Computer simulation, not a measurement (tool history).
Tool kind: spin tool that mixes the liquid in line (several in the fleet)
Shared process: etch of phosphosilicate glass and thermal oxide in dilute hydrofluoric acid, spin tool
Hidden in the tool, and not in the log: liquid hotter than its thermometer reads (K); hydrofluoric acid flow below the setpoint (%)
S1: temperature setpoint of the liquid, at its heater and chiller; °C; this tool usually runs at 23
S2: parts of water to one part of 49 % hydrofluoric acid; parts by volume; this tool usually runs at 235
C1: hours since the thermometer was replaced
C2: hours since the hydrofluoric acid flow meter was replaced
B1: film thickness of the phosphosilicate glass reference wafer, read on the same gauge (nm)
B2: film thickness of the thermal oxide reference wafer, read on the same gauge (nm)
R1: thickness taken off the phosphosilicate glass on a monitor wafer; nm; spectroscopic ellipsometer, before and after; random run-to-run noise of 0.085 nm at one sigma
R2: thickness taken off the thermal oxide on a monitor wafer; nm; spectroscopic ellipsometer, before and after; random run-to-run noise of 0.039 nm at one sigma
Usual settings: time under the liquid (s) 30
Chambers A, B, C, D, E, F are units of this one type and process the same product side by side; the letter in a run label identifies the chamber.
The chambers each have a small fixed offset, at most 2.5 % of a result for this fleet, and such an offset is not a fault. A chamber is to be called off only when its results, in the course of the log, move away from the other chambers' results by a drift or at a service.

Run 1A, hour 8.9: usual settings; C1 1165.9; C2 1225.3; B1 99.985; B2 139.99. Result: R1 16.470 nm, R2 0.50717 nm.
Run 2B, hour 18.6: usual settings; C1 288.0; C2 1523.1; B1 100.000; B2 140.05. Result: R1 16.380 nm, R2 0.50154 nm.
At hour 18.9: chamber A: hydrofluoric acid flow meter replaced.
Run 3C, hour 25.9: usual settings; C1 415.3; C2 791.7; B1 100.010; B2 140.00. Result: R1 16.347 nm, R2 0.56410 nm.
Run 4F, hour 36.7: usual settings; C1 228.4; C2 1049.4; B1 100.010; B2 139.97. Result: R1 16.344 nm, R2 0.53895 nm.
At hour 39.4: chamber F: hydrofluoric acid flow meter replaced.
Run 5D, hour 43.6: usual settings; C1 579.3; C2 2234.4; B1 99.982; B2 140.03. Result: R1 16.183 nm, R2 0.53492 nm.
Run 6E, hour 54.4: usual settings; C1 503.2; C2 2063.1; B1 100.010; B2 139.99. Result: R1 15.956 nm, R2 0.60592 nm.
Run 7B, hour 59.8: usual settings; C1 329.2; C2 1564.3; B1 100.010; B2 139.98. Result: R1 16.287 nm, R2 0.47345 nm.
Run 8C, hour 66.7: usual settings; C1 456.1; C2 832.5; B1 100.000; B2 140.04. Result: R1 16.539 nm, R2 0.53778 nm.
Run 9F, hour 77.2: usual settings; C1 268.9; C2 37.8; B1 99.998; B2 140.03. Result: R1 16.461 nm, R2 0.57086 nm.
Run 10A, hour 87.4: usual settings; C1 1244.4; C2 68.5; B1 99.993; B2 140.02. Result: R1 16.479 nm, R2 0.55445 nm.
Run 11E, hour 95.9: usual settings; C1 544.7; C2 2104.6; B1 100.000; B2 139.97. Result: R1 16.161 nm, R2 0.55886 nm.
Run 12D, hour 104.2: usual settings; C1 639.9; C2 2295.0; B1 99.998; B2 140.04. Result: R1 16.316 nm, R2 0.53569 nm.
Run 13B, hour 113.6: usual settings; C1 383.0; C2 1618.1; B1 100.000; B2 140.01. Result: R1 16.330 nm, R2 0.52959 nm.
Run 14E, hour 120.0: usual settings; C1 568.8; C2 2128.7; B1 99.991; B2 139.99. Result: R1 16.066 nm, R2 0.53081 nm.
Run 15C, hour 129.2: usual settings; C1 518.6; C2 895.0; B1 99.995; B2 140.00. Result: R1 16.642 nm, R2 0.57072 nm.
Run 16D, hour 139.1: usual settings; C1 674.8; C2 2329.9; B1 100.000; B2 140.01. Result: R1 16.236 nm, R2 0.47672 nm.
At hour 145.4: chamber D: hydrofluoric acid flow meter replaced.
Run 17A, hour 147.6: usual settings; C1 1304.6; C2 128.7; B1 99.986; B2 140.02. Result: R1 16.469 nm, R2 0.54777 nm.
Run 18F, hour 154.5: usual settings but S1 27 °C, S2 305 parts by volume; C1 346.2; C2 115.1; B1 100.000; B2 139.99. Result: R1 13.637 nm, R2 0.44190 nm.
Run 19E, hour 164.2: usual settings but S1 27 °C, S2 305 parts by volume; C1 613.0; C2 2172.9; B1 100.000; B2 139.95. Result: R1 13.140 nm, R2 0.45662 nm.
Run 20B, hour 174.3: usual settings but S1 27 °C, S2 305 parts by volume; C1 443.7; C2 1678.8; B1 99.994; B2 140.00. Result: R1 13.448 nm, R2 0.51842 nm.
Run 21C, hour 180.7: usual settings but S1 27 °C, S2 305 parts by volume; C1 570.1; C2 946.5; B1 99.979; B2 140.03. Result: R1 13.737 nm, R2 0.38251 nm.
Run 22D, hour 191.1: usual settings but S1 27 °C, S2 305 parts by volume; C1 726.8; C2 45.8; B1 99.991; B2 140.06. Result: R1 13.447 nm, R2 0.43138 nm.
Run 23F, hour 196.9: usual settings but S1 27 °C, S2 305 parts by volume; C1 388.6; C2 157.5; B1 100.010; B2 140.03. Result: R1 13.672 nm, R2 0.50622 nm.
Run 24A, hour 205.1: usual settings; C1 1362.1; C2 186.2; B1 100.010; B2 140.01. Result: R1 16.249 nm, R2 0.54037 nm.
Run 25E, hour 211.3: usual settings; C1 660.1; C2 2220.0; B1 99.988; B2 140.00. Result: R1 16.118 nm, R2 0.58293 nm.
Run 26D, hour 220.5: usual settings; C1 756.2; C2 75.2; B1 99.984; B2 139.99. Result: R1 16.407 nm, R2 0.53144 nm.
Run 27A, hour 230.9: usual settings; C1 1387.9; C2 212.0; B1 99.994; B2 139.98. Result: R1 16.428 nm, R2 0.58949 nm.
Run 28C, hour 239.4: usual settings but S2 185 parts by volume; C1 628.8; C2 1005.2; B1 100.010; B2 139.97. Result: R1 22.528 nm, R2 0.80639 nm.
Run 29F, hour 249.2: usual settings but S2 185 parts by volume; C1 440.9; C2 209.8; B1 99.988; B2 140.01. Result: R1 21.934 nm, R2 0.73651 nm.
Run 30B, hour 258.6: usual settings but S2 185 parts by volume; C1 528.0; C2 1763.1; B1 100.000; B2 140.00. Result: R1 22.032 nm, R2 0.77272 nm.
Run 31F, hour 269.5: usual settings but S2 185 parts by volume; C1 461.2; C2 230.1; B1 99.997; B2 139.98. Result: R1 22.027 nm, R2 0.68382 nm.
Run 32B, hour 277.9: usual settings but S2 185 parts by volume; C1 547.3; C2 1782.4; B1 100.010; B2 140.02. Result: R1 21.753 nm, R2 0.81107 nm.
Run 33E, hour 285.0: usual settings but S2 185 parts by volume; C1 733.8; C2 2293.7; B1 99.994; B2 140.00. Result: R1 21.641 nm, R2 0.66895 nm.
Run 34D, hour 291.2: usual settings but S1 21 °C, S2 125 parts by volume; C1 826.9; C2 145.9; B1 99.997; B2 140.04. Result: R1 31.962 nm, R2 1.07340 nm.
At hour 292.0: chamber B: thermometer replaced.
Run 35C, hour 297.6: usual settings but S1 21 °C, S2 125 parts by volume; C1 687.0; C2 1063.4; B1 100.010; B2 139.98. Result: R1 33.749 nm, R2 1.05090 nm.
Run 36A, hour 306.9: usual settings but S1 21 °C, S2 125 parts by volume; C1 1463.9; C2 288.0; B1 99.998; B2 140.00. Result: R1 31.795 nm, R2 1.11020 nm.
Run 37D, hour 314.6: usual settings but S1 21 °C, S2 125 parts by volume; C1 850.3; C2 169.3; B1 100.010; B2 139.99. Result: R1 32.422 nm, R2 1.11380 nm.
Run 38B, hour 322.7: usual settings but S1 21 °C, S2 125 parts by volume; C1 30.7; C2 1827.2; B1 99.988; B2 140.01. Result: R1 31.642 nm, R2 1.10650 nm.
Run 39E, hour 331.8: usual settings but S1 21 °C, S2 125 parts by volume; C1 780.6; C2 2340.5; B1 100.010; B2 139.96. Result: R1 31.938 nm, R2 1.05740 nm.
Run 40C, hour 338.1: usual settings; C1 727.5; C2 1103.9; B1 99.996; B2 139.97. Result: R1 17.334 nm, R2 0.51573 nm.
Run 41F, hour 344.1: usual settings; C1 535.8; C2 304.7; B1 99.998; B2 139.99. Result: R1 16.573 nm, R2 0.56932 nm.

Is one chamber out of step, is the gauge drifting, or do the chambers differ by no more than their own small offsets? For an off chamber, give its letter and the likeliest cause.

It is chamber C that slowly wanders off from its peers.
Most likely cause: liquid hotter than its thermometer reads (K) = 1.42.
It could be hard to tell apart here from: hydrofluoric acid flow above the setpoint (%).

Below are 4 candidate recipes for chamber C's next run, each the usual settings with a change, their results shown as question marks. Which of them brings C's results back in line with what the other chambers give on the usual settings?
Allowed miss from the other chambers' usual-settings mean, per result, to count as in line: R1 0.300 nm; R2 0.14000 nm
Run 42C-1, hour 352.2: usual settings but S2 230 parts by volume. Result: R1 ?, R2 ?.
Run 42C-2, hour 352.2: usual settings but S2 245 parts by volume. Result: R1 ?, R2 ?.
Run 42C-3, hour 352.2: usual settings but S2 240 parts by volume. Result: R1 ?, R2 ?.
Run 42C-4, hour 352.2: usual settings but S2 225 parts by volume. Result: R1 ?, R2 ?.

On the usual settings, the other chambers give on average: R1 16.348 nm; R2 0.54248 nm
  run      R1       R2
42C-1  17.725  0.56490
42C-2  16.384  0.52217
42C-3  16.811  0.53579
42C-4  18.213  0.58047
It is 42C-2 that realigns the chamber with its peers.

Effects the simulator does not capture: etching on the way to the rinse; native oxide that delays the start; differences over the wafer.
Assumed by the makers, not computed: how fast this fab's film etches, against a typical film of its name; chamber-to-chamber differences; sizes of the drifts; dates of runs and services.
